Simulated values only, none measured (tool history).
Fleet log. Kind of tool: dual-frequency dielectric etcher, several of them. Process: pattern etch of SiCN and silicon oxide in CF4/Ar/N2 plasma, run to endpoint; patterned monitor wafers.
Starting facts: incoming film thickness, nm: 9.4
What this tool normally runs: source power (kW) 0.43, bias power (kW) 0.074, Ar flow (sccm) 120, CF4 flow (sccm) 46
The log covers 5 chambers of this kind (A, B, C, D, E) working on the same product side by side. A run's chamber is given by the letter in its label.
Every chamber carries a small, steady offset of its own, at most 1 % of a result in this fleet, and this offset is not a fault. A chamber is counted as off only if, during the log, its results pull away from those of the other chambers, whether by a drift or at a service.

run 1E hour=4.7 | source_power_(kW)=0.43 bias_power_(kW)=0.074 Ar_flow_(sccm)=120 CF4_flow_(sccm)=46 | endpoint_time_(s)=12.365
run 2A hour=9.7 | source_power_(kW)=0.43 bias_power_(kW)=0.074 Ar_flow_(sccm)=120 CF4_flow_(sccm)=46 | endpoint_time_(s)=12.37
run 3D hour=12.8 | source_power_(kW)=0.43 bias_power_(kW)=0.074 Ar_flow_(sccm)=120 CF4_flow_(sccm)=46 | endpoint_time_(s)=12.301
run 4C hour=16.4 | source_power_(kW)=0.43 bias_power_(kW)=0.074 Ar_flow_(sccm)=120 CF4_flow_(sccm)=46 | endpoint_time_(s)=12.396
run 5B hour=19.9 | source_power_(kW)=0.43 bias_power_(kW)=0.074 Ar_flow_(sccm)=120 CF4_flow_(sccm)=46 | endpoint_time_(s)=12.33
run 6B hour=25.5 | source_power_(kW)=0.43 bias_power_(kW)=0.074 Ar_flow_(sccm)=120 CF4_flow_(sccm)=46 | endpoint_time_(s)=12.296
-- hour=28.5 chamber A: wet clean of the chamber
run 7C hour=30.5 | source_power_(kW)=0.43 bias_power_(kW)=0.074 Ar_flow_(sccm)=120 CF4_flow_(sccm)=46 | endpoint_time_(s)=12.344
-- hour=32.2 chamber D: bias power generator calibrated
run 8D hour=33.4 | source_power_(kW)=0.43 bias_power_(kW)=0.074 Ar_flow_(sccm)=120 CF4_flow_(sccm)=46 | endpoint_time_(s)=12.303
-- hour=34.5 chamber D: CF4 flow controller replaced
run 9E hour=38 | source_power_(kW)=0.43 bias_power_(kW)=0.074 Ar_flow_(sccm)=120 CF4_flow_(sccm)=46 | endpoint_time_(s)=12.344
run 10A hour=41.6 | source_power_(kW)=0.43 bias_power_(kW)=0.074 Ar_flow_(sccm)=120 CF4_flow_(sccm)=46 | endpoint_time_(s)=12.307
run 11E hour=46.2 | source_power_(kW)=0.43 bias_power_(kW)=0.074 Ar_flow_(sccm)=131 CF4_flow_(sccm)=54 | endpoint_time_(s)=12.164
run 12B hour=50.7 | source_power_(kW)=0.43 bias_power_(kW)=0.074 Ar_flow_(sccm)=131 CF4_flow_(sccm)=54 | endpoint_time_(s)=12.159
run 13D hour=55 | source_power_(kW)=0.43 bias_power_(kW)=0.074 Ar_flow_(sccm)=131 CF4_flow_(sccm)=54 | endpoint_time_(s)=12.139
run 14C hour=60 | source_power_(kW)=0.43 bias_power_(kW)=0.074 Ar_flow_(sccm)=131 CF4_flow_(sccm)=54 | endpoint_time_(s)=12.332
run 15A hour=65.2 | source_power_(kW)=0.43 bias_power_(kW)=0.074 Ar_flow_(sccm)=131 CF4_flow_(sccm)=54 | endpoint_time_(s)=12.256
run 16D hour=69.9 | source_power_(kW)=0.43 bias_power_(kW)=0.074 Ar_flow_(sccm)=99 CF4_flow_(sccm)=57 | endpoint_time_(s)=11.515
run 17B hour=74 | source_power_(kW)=0.43 bias_power_(kW)=0.074 Ar_flow_(sccm)=99 CF4_flow_(sccm)=57 | endpoint_time_(s)=11.486
run 18E hour=77.6 | source_power_(kW)=0.43 bias_power_(kW)=0.074 Ar_flow_(sccm)=99 CF4_flow_(sccm)=57 | endpoint_time_(s)=11.646
run 19A hour=81.6 | source_power_(kW)=0.43 bias_power_(kW)=0.074 Ar_flow_(sccm)=99 CF4_flow_(sccm)=57 | endpoint_time_(s)=11.579
run 20C hour=86.7 | source_power_(kW)=0.43 bias_power_(kW)=0.074 Ar_flow_(sccm)=99 CF4_flow_(sccm)=57 | endpoint_time_(s)=11.653
run 21E hour=92.1 | source_power_(kW)=0.43 bias_power_(kW)=0.074 Ar_flow_(sccm)=120 CF4_flow_(sccm)=46 | endpoint_time_(s)=12.369
run 22B hour=96.3 | source_power_(kW)=0.43 bias_power_(kW)=0.074 Ar_flow_(sccm)=120 CF4_flow_(sccm)=46 | endpoint_time_(s)=12.28
run 23D hour=101.2 | source_power_(kW)=0.43 bias_power_(kW)=0.074 Ar_flow_(sccm)=120 CF4_flow_(sccm)=46 | endpoint_time_(s)=12.27
run 24A hour=105.8 | source_power_(kW)=0.43 bias_power_(kW)=0.084 Ar_flow_(sccm)=120 CF4_flow_(sccm)=42 | endpoint_time_(s)=11.952
run 25C hour=108.9 | source_power_(kW)=0.43 bias_power_(kW)=0.084 Ar_flow_(sccm)=120 CF4_flow_(sccm)=42 | endpoint_time_(s)=11.949
run 26A hour=114.4 | source_power_(kW)=0.43 bias_power_(kW)=0.084 Ar_flow_(sccm)=120 CF4_flow_(sccm)=42 | endpoint_time_(s)=12.01
run 27D hour=118.4 | source_power_(kW)=0.43 bias_power_(kW)=0.084 Ar_flow_(sccm)=120 CF4_flow_(sccm)=42 | endpoint_time_(s)=11.851
run 28B hour=123.7 | source_power_(kW)=0.43 bias_power_(kW)=0.084 Ar_flow_(sccm)=120 CF4_flow_(sccm)=42 | endpoint_time_(s)=11.884
run 29C hour=128 | source_power_(kW)=0.43 bias_power_(kW)=0.074 Ar_flow_(sccm)=120 CF4_flow_(sccm)=46 | endpoint_time_(s)=12.374
run 30E hour=133.4 | source_power_(kW)=0.43 bias_power_(kW)=0.074 Ar_flow_(sccm)=107 CF4_flow_(sccm)=46 | endpoint_time_(s)=12.127
run 31B hour=136.8 | source_power_(kW)=0.43 bias_power_(kW)=0.074 Ar_flow_(sccm)=107 CF4_flow_(sccm)=46 | endpoint_time_(s)=12.08
run 32D hour=142.3 | source_power_(kW)=0.43 bias_power_(kW)=0.074 Ar_flow_(sccm)=107 CF4_flow_(sccm)=46 | endpoint_time_(s)=12.064
-- hour=145.1 chamber A: Ar flow controller replaced
run 33A hour=146.2 | source_power_(kW)=0.43 bias_power_(kW)=0.074 Ar_flow_(sccm)=107 CF4_flow_(sccm)=46 | endpoint_time_(s)=12.213
run 34C hour=148.7 | source_power_(kW)=0.43 bias_power_(kW)=0.074 Ar_flow_(sccm)=107 CF4_flow_(sccm)=46 | endpoint_time_(s)=12.229
run 35E hour=154.2 | source_power_(kW)=0.43 bias_power_(kW)=0.074 Ar_flow_(sccm)=120 CF4_flow_(sccm)=46 | endpoint_time_(s)=12.321
run 36A hour=159.6 | source_power_(kW)=0.43 bias_power_(kW)=0.074 Ar_flow_(sccm)=120 CF4_flow_(sccm)=46 | endpoint_time_(s)=12.339
run 37C hour=162.2 | source_power_(kW)=0.43 bias_power_(kW)=0.074 Ar_flow_(sccm)=120 CF4_flow_(sccm)=46 | endpoint_time_(s)=12.388
run 38E hour=166.9 | source_power_(kW)=0.37 bias_power_(kW)=0.074 Ar_flow_(sccm)=120 CF4_flow_(sccm)=46 | endpoint_time_(s)=14.083
run 39B hour=170.7 | source_power_(kW)=0.37 bias_power_(kW)=0.074 Ar_flow_(sccm)=120 CF4_flow_(sccm)=46 | endpoint_time_(s)=14.017
run 40D hour=176.1 | source_power_(kW)=0.37 bias_power_(kW)=0.074 Ar_flow_(sccm)=120 CF4_flow_(sccm)=46 | endpoint_time_(s)=13.969
run 41B hour=179.4 | source_power_(kW)=0.37 bias_power_(kW)=0.074 Ar_flow_(sccm)=120 CF4_flow_(sccm)=46 | endpoint_time_(s)=14.041
run 42D hour=185.1 | source_power_(kW)=0.37 bias_power_(kW)=0.074 Ar_flow_(sccm)=120 CF4_flow_(sccm)=46 | endpoint_time_(s)=13.964

Has any chamber moved away from the others, gradually or after a service, or does the common gauge drift, or do the chambers differ only by their own small steady offsets? State the chamber and the most likely cause if one applies.

All chambers stay in line apart from their small fixed offsets, and the gauge does not drift.
